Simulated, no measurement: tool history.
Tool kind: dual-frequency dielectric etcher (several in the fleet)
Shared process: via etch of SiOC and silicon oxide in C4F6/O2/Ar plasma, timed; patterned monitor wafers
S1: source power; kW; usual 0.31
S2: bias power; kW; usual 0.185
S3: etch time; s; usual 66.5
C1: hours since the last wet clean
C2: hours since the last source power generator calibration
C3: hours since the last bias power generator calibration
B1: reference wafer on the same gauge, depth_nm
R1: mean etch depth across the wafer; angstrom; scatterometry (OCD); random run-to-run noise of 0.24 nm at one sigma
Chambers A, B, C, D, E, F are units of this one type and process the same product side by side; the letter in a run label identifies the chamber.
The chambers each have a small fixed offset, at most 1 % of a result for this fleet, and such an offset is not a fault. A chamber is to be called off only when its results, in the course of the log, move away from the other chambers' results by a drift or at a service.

| run | day | S1 | S2 | S3 | C1 | C2 | C3 | B1 | R1 |
|---|---|---|---|---|---|---|---|---|---|
| 1C | 0.367 | 0.31 | 0.185 | 66.5 | 36.7 | 1862.3 | 645.1 | 81.805 | 688.8 |
| 2F | 0.933 | 0.31 | 0.185 | 66.5 | 378.2 | 3223.9 | 1011.9 | 81.856 | 691.87 |
| 3A | 1.446 | 0.31 | 0.185 | 66.5 | 228.1 | 987.2 | 1984.9 | 81.985 | 689.86 |
| 4E | 2.05 | 0.31 | 0.185 | 66.5 | 226.3 | 2497.5 | 783.4 | 81.907 | 693.99 |
| 5D | 2.554 | 0.31 | 0.185 | 66.5 | 442.5 | 1031.1 | 1032.9 | 81.992 | 686.04 |
| 6B | 2.904 | 0.31 | 0.185 | 66.5 | 336.3 | 281.8 | 2581.6 | 81.852 | 684.57 |
| 7A | 3.262 | 0.31 | 0.185 | 66.5 | 271.7 | 1030.8 | 2028.5 | 81.963 | 687.2 |
| 8E | 3.625 | 0.31 | 0.185 | 66.5 | 264.1 | 2535.3 | 821.2 | 81.844 | 690.87 |
| 9F | 3.925 | 0.31 | 0.185 | 66.5 | 450 | 3295.7 | 1083.7 | 81.872 | 686.67 |
| 10B | 4.204 | 0.31 | 0.185 | 66.5 | 367.5 | 313 | 2612.8 | 81.998 | 683.72 |
| 11D | 4.529 | 0.31 | 0.185 | 66.5 | 489.9 | 1078.5 | 1080.3 | 81.807 | 688.32 |
| 12C | 5.133 | 0.31 | 0.185 | 66.5 | 151.1 | 1976.7 | 759.5 | 81.893 | 686.74 |
| 13D | 5.692 | 0.31 | 0.185 | 66.5 | 517.8 | 1106.4 | 1108.2 | 81.873 | 684.54 |
| 14C | 6.212 | 0.31 | 0.216 | 78 | 177 | 2002.6 | 785.4 | 81.826 | 845.69 |
|  | 6.354 | chamber F: wet clean of the chamber |
| 15F | 6.525 | 0.31 | 0.216 | 78 | 4.1 | 3358.1 | 1146.1 | 81.882 | 855.38 |
| 16B | 7.104 | 0.31 | 0.216 | 78 | 437.1 | 382.6 | 2682.4 | 81.966 | 843.75 |
| 17A | 7.425 | 0.31 | 0.216 | 78 | 371.6 | 1130.7 | 2128.4 | 81.919 | 849.24 |
| 18E | 7.712 | 0.31 | 0.216 | 78 | 362.2 | 2633.4 | 919.3 | 81.936 | 858.28 |
| 19D | 8.05 | 0.31 | 0.216 | 78 | 574.4 | 1163 | 1164.8 | 81.932 | 842.99 |
|  | 8.162 | chamber A: bias power generator calibrated |
|  | 8.221 | chamber A: wet clean of the chamber |
| 20C | 8.554 | 0.31 | 0.185 | 66.5 | 233.2 | 2058.8 | 841.6 | 81.833 | 691.13 |
| 21B | 9.121 | 0.31 | 0.185 | 66.5 | 485.5 | 431 | 2730.8 | 81.928 | 681.39 |
|  | 9.3 | chamber D: wet clean of the chamber |
|  | 9.4 | chamber B: wet clean of the chamber |
| 22F | 9.546 | 0.31 | 0.185 | 60 | 76.6 | 3430.6 | 1218.6 | 81.924 | 617.49 |
|  | 9.612 | chamber E: wet clean of the chamber |
| 23E | 9.921 | 0.31 | 0.185 | 60 | 7.5 | 2686.4 | 972.3 | 81.957 | 623.55 |
| 24A | 10.392 | 0.31 | 0.185 | 60 | 52.1 | 1201.9 | 53.5 | 81.936 | 623.13 |
| 25F | 10.983 | 0.31 | 0.185 | 60 | 111.1 | 3465.1 | 1253.1 | 82 | 619.55 |
| 26D | 11.554 | 0.31 | 0.185 | 60 | 54.1 | 1247.1 | 1248.9 | 81.893 | 620.49 |
| 27C | 11.825 | 0.31 | 0.185 | 60 | 311.7 | 2137.3 | 920.1 | 81.899 | 621.61 |
| 28A | 12.188 | 0.31 | 0.185 | 66.5 | 95.2 | 1245 | 96.6 | 81.921 | 688.3 |
| 29E | 12.567 | 0.27 | 0.211 | 66.5 | 71 | 2749.9 | 1035.8 | 81.913 | 689.18 |
| 30B | 12.846 | 0.27 | 0.211 | 66.5 | 82.7 | 520.4 | 2820.2 | 81.898 | 678.94 |
| 31A | 13.138 | 0.27 | 0.211 | 66.5 | 118 | 1267.8 | 119.4 | 81.852 | 682.54 |
| 32B | 13.467 | 0.27 | 0.211 | 66.5 | 97.6 | 535.3 | 2835.1 | 81.951 | 677.45 |
| 33D | 14.042 | 0.27 | 0.211 | 66.5 | 113.8 | 1306.8 | 1308.6 | 81.92 | 684.22 |
|  | 14.142 | chamber E: source power generator calibrated |
| 34F | 14.35 | 0.27 | 0.211 | 66.5 | 191.9 | 3545.9 | 1333.9 | 81.853 | 686.04 |
| 35C | 14.729 | 0.31 | 0.185 | 66.5 | 381.4 | 2207 | 989.8 | 81.941 | 687.36 |
| 36E | 15.321 | 0.31 | 0.185 | 66.5 | 137.1 | 28.4 | 1101.9 | 81.904 | 690.08 |
| 37F | 15.762 | 0.31 | 0.185 | 66.5 | 225.8 | 3579.8 | 1367.8 | 81.944 | 683.95 |
| 38A | 16.312 | 0.31 | 0.185 | 66.5 | 194.2 | 1344 | 195.6 | 81.92 | 689.78 |
| 39E | 16.883 | 0.31 | 0.185 | 66.5 | 174.6 | 65.9 | 1139.4 | 81.883 | 689.6 |
| 40B | 17.508 | 0.28 | 0.205 | 66.5 | 194.6 | 632.3 | 2932.1 | 81.932 | 677.39 |
| 41D | 17.846 | 0.28 | 0.205 | 66.5 | 205.1 | 1398.1 | 1399.9 | 81.915 | 682.56 |
| 42C | 18.225 | 0.28 | 0.205 | 66.5 | 465.3 | 2290.9 | 1073.7 | 81.963 | 680.51 |
| 43C | 18.65 | 0.28 | 0.205 | 66.5 | 475.5 | 2301.1 | 1083.9 | 81.927 | 681.81 |

All chambers now run identical settings, listed one chamber a line with results as question marks. What results will each chamber show?
| 44A | 19.096 | 0.31 | 0.185 | 66.5 |  |  |  |  | ? |
| 44B | 19.096 | 0.31 | 0.185 | 66.5 |  |  |  |  | ? |
| 44C | 19.096 | 0.31 | 0.185 | 66.5 |  |  |  |  | ? |
| 44D | 19.096 | 0.31 | 0.185 | 66.5 |  |  |  |  | ? |
| 44E | 19.096 | 0.31 | 0.185 | 66.5 |  |  |  |  | ? |
| 44F | 19.096 | 0.31 | 0.185 | 66.5 |  |  |  |  | ? |

| run | R1 |
|---|---|
| 44A | 693.77 |
| 44B | 683.21 |
| 44C | 688.86 |
| 44D | 685.64 |
| 44E | 689.39 |
| 44F | 687.3 |
